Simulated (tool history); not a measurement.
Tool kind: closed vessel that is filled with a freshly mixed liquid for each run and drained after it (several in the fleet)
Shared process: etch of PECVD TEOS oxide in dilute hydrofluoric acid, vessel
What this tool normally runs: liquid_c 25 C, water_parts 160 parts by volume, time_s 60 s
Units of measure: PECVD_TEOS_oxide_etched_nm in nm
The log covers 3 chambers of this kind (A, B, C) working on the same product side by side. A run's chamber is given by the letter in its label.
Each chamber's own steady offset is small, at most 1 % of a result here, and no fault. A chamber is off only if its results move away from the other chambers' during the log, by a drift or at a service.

run,hour,liquid_c,water_parts,time_s,hours since the thermometer was replaced,hours since the hydrofluoric acid flow meter was replaced,"read-back film thickness of the PECVD TEOS oxide reference wafer, read on the same gauge (nm)",PECVD_TEOS_oxide_etched_nm
1B,7.2,25,160,60,193.2,781.7,110,10.358
2C,16.4,25,160,60,345.3,760.4,109.99,10.374
3A,22.7,25,160,60,440.7,1783.4,110,10.545
4B,27.2,25,160,60,213.2,801.7,110,10.291
5A,34.2,25,160,60,452.2,1794.9,110.01,10.366
6C,41.9,25,160,60,370.8,785.9,110.02,10.234
7A,49.2,25,160,60,467.2,1809.9,109.99,10.28
8B,56.4,25,105,75,242.4,830.9,109.99,21.431
9C,61,25,105,75,389.9,805,110,20.877
10B,66.4,25,105,75,252.4,840.9,110,20.985
11A,74.2,25,160,60,492.2,1834.9,109.99,10.323
12C,82.2,27.5,160,80,411.1,826.2,110.02,15.279
13C,87.7,27.5,160,80,416.6,831.7,109.97,15.154
14A,92.2,27.5,160,80,510.2,1852.9,110,15.014
15B,97.1,25,160,60,283.1,871.6,109.99,10.216
16A,101.1,25,160,60,519.1,1861.8,110,10.227
17B,108.6,25,160,60,294.6,883.1,109.98,10.132
18C,114.6,25,160,60,443.5,858.6,110.02,10.25
19A,123.4,25,160,60,541.4,1884.1,109.97,10.413
20C,132.3,25,160,60,461.2,876.3,110,10.309
21B,140.9,27.5,160,60,326.9,915.4,110,10.912
22B,145.7,27.5,160,60,331.7,920.2,110.02,11.138
23A,152.3,27.5,160,60,570.3,1913,109.98,11.452
24C,157.5,25,160,60,486.4,901.5,110.01,10.387
25B,162.8,25,160,60,348.8,937.3,109.98,10.11
26A,167.4,29,160,95,585.4,1928.1,110.02,19.126
27C,175.2,29,160,95,504.1,919.2,109.98,18.841
28A,183.4,29,160,95,601.4,1944.1,110.02,19.012
29B,191.7,25,160,60,377.7,966.2,110.02,9.7234
30C,200.1,25,160,60,529,944.1,109.98,10.182
31B,205.4,25,160,60,391.4,979.9,110,9.7053

Predict what each chamber gives when all 3 of them run the settings below next.
32A,212,25,160,60,,,,?
32B,212,25,160,60,,,,?
32C,212,25,160,60,,,,?

run,PECVD_TEOS_oxide_etched_nm
32A,10.374
32B,9.6286
32C,10.273

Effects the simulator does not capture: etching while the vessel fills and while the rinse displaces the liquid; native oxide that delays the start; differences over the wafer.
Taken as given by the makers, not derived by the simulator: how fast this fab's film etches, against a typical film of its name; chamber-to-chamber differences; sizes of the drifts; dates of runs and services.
